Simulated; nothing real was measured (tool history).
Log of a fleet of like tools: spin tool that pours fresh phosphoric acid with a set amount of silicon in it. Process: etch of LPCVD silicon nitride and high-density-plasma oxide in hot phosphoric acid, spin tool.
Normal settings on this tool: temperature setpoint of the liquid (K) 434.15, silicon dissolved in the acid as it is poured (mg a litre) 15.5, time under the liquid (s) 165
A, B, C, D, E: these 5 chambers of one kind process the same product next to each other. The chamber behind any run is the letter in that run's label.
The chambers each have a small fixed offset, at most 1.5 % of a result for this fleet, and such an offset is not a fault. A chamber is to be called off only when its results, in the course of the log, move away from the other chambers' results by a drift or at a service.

run   hour  temperature setpoint of the liquid (K)  silicon dissolved in the acid as it is poured (mg a litre)  time under the liquid (s)  hours since the thermometer was replaced  hours since the dissolved silicon flow meter was replaced  hours since the heated supply line was repaired  read-back film thickness of the LPCVD silicon nitride reference wafer, read on the same gauge (nm)  read-back film thickness of the high-density-plasma oxide reference wafer, read on the same gauge (nm)  thickness taken off the LPCVD silicon nitride on a monitor wafer (nm)  thickness taken off the high-density-plasma oxide on a monitor wafer (nm)
 1D    5.7                                  434.15                                                        15.5                        165                                    1388.5                                                      378.4                                           1722.7                                                                                              79.970                                                                                                  29.969                                                                14.4110                                                                    0.31126
 2E    9.8                                  434.15                                                        15.5                        165                                     154.2                                                     1764.1                                            409.8                                                                                              80.021                                                                                                  29.974                                                                14.4750                                                                    0.36997
 3C   15.5                                  434.15                                                        15.5                        165                                     960.7                                                      901.9                                           3140.2                                                                                              80.007                                                                                                  29.997                                                                14.2910                                                                    0.35619
 4B   21.2                                  434.15                                                        15.5                        165                                    1651.0                                                      676.3                                           1249.6                                                                                              79.941                                                                                                  29.984                                                                14.2280                                                                    0.33420
 5A   26.6                                  434.15                                                        15.5                        165                                     324.8                                                      198.0                                           1330.5                                                                                              80.007                                                                                                  30.004                                                                14.5710                                                                    0.34718
 6E   33.0                                  434.15                                                        15.5                        165                                     177.4                                                     1787.3                                            433.0                                                                                              79.967                                                                                                  29.977                                                                14.6680                                                                    0.33440
 7A   37.3                                  434.15                                                        15.5                        165                                     335.5                                                      208.7                                           1341.2                                                                                              79.997                                                                                                  30.020                                                                14.2910                                                                    0.33746
 8D   41.7                                  434.15                                                        15.5                        165                                    1424.5                                                      414.4                                           1758.7                                                                                              80.018                                                                                                  30.010                                                                14.5280                                                                    0.34707
 9C   46.7                                  434.15                                                        15.5                        165                                     991.9                                                      933.1                                           3171.4                                                                                              79.998                                                                                                  29.995                                                                14.4010                                                                    0.34706
      50.5  -- chamber D: dissolved silicon flow meter replaced
10B   52.1                                  434.15                                                        15.5                        165                                    1681.9                                                      707.2                                           1280.5                                                                                              79.996                                                                                                  30.004                                                                14.3990                                                                    0.34926
11C   59.7                                  434.15                                                        15.5                        165                                    1004.9                                                      946.1                                           3184.4                                                                                              79.993                                                                                                  29.986                                                                14.3880                                                                    0.34025
12E   67.1                                  434.15                                                        15.5                        165                                     211.5                                                     1821.4                                            467.1                                                                                              80.006                                                                                                  29.976                                                                14.5950                                                                    0.34032
13A   74.8                                  434.15                                                        15.5                        165                                     373.0                                                      246.2                                           1378.7                                                                                              80.033                                                                                                  29.996                                                                14.4200                                                                    0.33717
14B   82.4                                  434.15                                                        15.5                        165                                    1712.2                                                      737.5                                           1310.8                                                                                              79.972                                                                                                  30.024                                                                14.0970                                                                    0.38200
15D   88.6                                  434.15                                                        15.5                        165                                    1471.4                                                       38.1                                           1805.6                                                                                              80.019                                                                                                  29.971                                                                14.2920                                                                    0.33780
16A   95.1                                  434.15                                                        15.5                        165                                     393.3                                                      266.5                                           1399.0                                                                                              79.982                                                                                                  30.011                                                                14.5700                                                                    0.33155
17D  103.0                                  434.15                                                        15.5                        165                                    1485.8                                                       52.5                                           1820.0                                                                                              80.051                                                                                                  29.992                                                                14.4050                                                                    0.30135
18C  110.5                                  434.15                                                        15.5                        165                                    1055.7                                                      996.9                                           3235.2                                                                                              79.986                                                                                                  30.001                                                                14.4030                                                                    0.36222
19E  114.5                                  434.15                                                        15.5                        165                                     258.9                                                     1868.8                                            514.5                                                                                              80.018                                                                                                  29.969                                                                14.6540                                                                    0.35327
20B  121.0                                  434.15                                                        15.5                        165                                    1750.8                                                      776.1                                           1349.4                                                                                              80.066                                                                                                  30.023                                                                14.1980                                                                    0.31595
21C  127.2                                  435.15                                                        11.5                        165                                    1072.4                                                     1013.6                                           3251.9                                                                                              80.012                                                                                                  29.980                                                                14.9930                                                                    0.40063
22D  133.0                                  435.15                                                        11.5                        165                                    1515.8                                                       82.5                                           1850.0                                                                                              79.991                                                                                                  29.994                                                                14.3870                                                                    0.37459
23B  138.4                                  435.15                                                        11.5                        165                                    1768.2                                                      793.5                                           1366.8                                                                                              80.031                                                                                                  30.020                                                                14.6490                                                                    0.39074
     139.5  -- chamber A: heated supply line repaired
24A  144.0                                  435.15                                                        11.5                        165                                     442.2                                                      315.4                                              4.5                                                                                              79.958                                                                                                  29.967                                                                15.0870                                                                    0.39698
25E  148.1                                  435.15                                                        11.5                        165                                     292.5                                                     1902.4                                            548.1                                                                                              79.961                                                                                                  29.969                                                                15.1010                                                                    0.41013
26B  155.3                                  434.15                                                        15.5                        165                                    1785.1                                                      810.4                                           1383.7                                                                                              79.967                                                                                                  30.017                                                                14.2990                                                                    0.30879
27D  161.9                                  434.15                                                        25.0                         75                                    1544.7                                                      111.4                                           1878.9                                                                                              79.989                                                                                                  30.018                                                                 6.1967                                                                    0.10359
28A  168.6                                  434.15                                                        25.0                         75                                     466.8                                                      340.0                                             29.1                                                                                              80.023                                                                                                  30.000                                                                 6.6717                                                                    0.11925
29E  173.7                                  434.15                                                        25.0                         75                                     318.1                                                     1928.0                                            573.7                                                                                              79.991                                                                                                  30.001                                                                 6.5977                                                                    0.12629
30C  177.3                                  434.15                                                        25.0                         75                                    1122.5                                                     1063.7                                           3302.0                                                                                              79.997                                                                                                  30.030                                                                 6.5566                                                                    0.12603
31E  184.3                                  434.15                                                        25.0                         75                                     328.7                                                     1938.6                                            584.3                                                                                              79.988                                                                                                  30.018                                                                 6.6741                                                                    0.11967
32C  188.8                                  434.15                                                        15.5                        165                                    1134.0                                                     1075.2                                           3313.5                                                                                              79.992                                                                                                  30.005                                                                14.5090                                                                    0.32453
33D  196.0                                  432.15                                                        15.5                        240                                    1578.8                                                      145.5                                           1913.0                                                                                              79.985                                                                                                  29.988                                                                18.2070                                                                    0.35804

Decide between three cases: one chamber stands off from its peers, the gauge reading all wafers drifts, or nothing is wrong past each chamber's small offset. Where a chamber is off, say which and what most likely put it there.

Little by little, chamber D moves away from the other chambers.
Cause: liquid colder than its thermometer reads (K) = 2.55.
The log may not tell that from: temperature lost on the way to the wafer (K).

Which of the 4 candidates below, each the usual settings with something changed and its results left as question marks, puts chamber D back in line with what the other chambers give on the usual settings?
Counts as in line when no further than this from what the other chambers average on the usual settings: thickness taken off the LPCVD silicon nitride on a monitor wafer (nm) 0.4400; thickness taken off the high-density-plasma oxide on a monitor wafer (nm) 0.08300
34D-1  201.6                                  434.65                                                        11.5                        175                                                                                                                                                                                                                                                                                                                                                                                                                                        ?                                                                          ?
34D-2  201.6                                  434.15                                                        14.0                        170                                                                                                                                                                                                                                                                                                                                                                                                                                        ?                                                                          ?
34D-3  201.6                                  434.15                                                        17.0                        160                                                                                                                                                                                                                                                                                                                                                                                                                                        ?                                                                          ?
34D-4  201.6                                  433.65                                                        19.5                        155                                                                                                                                                                                                                                                                                                                                                                                                                                        ?                                                                          ?

Mean of the other chambers on the usual settings: thickness taken off the LPCVD silicon nitride on a monitor wafer (nm) 14.4590; thickness taken off the high-density-plasma oxide on a monitor wafer (nm) 0.33336
  run  thickness taken off the LPCVD silicon nitride on a monitor wafer (nm)  thickness taken off the high-density-plasma oxide on a monitor wafer (nm)
34D-1                                                                14.2570                                                                    0.31055
34D-2                                                                13.6220                                                                    0.27414
34D-3                                                                12.8210                                                                    0.23913
34D-4                                                                12.2160                                                                    0.20863
34D-1 is the one that brings the chamber's results back in line with the other chambers.
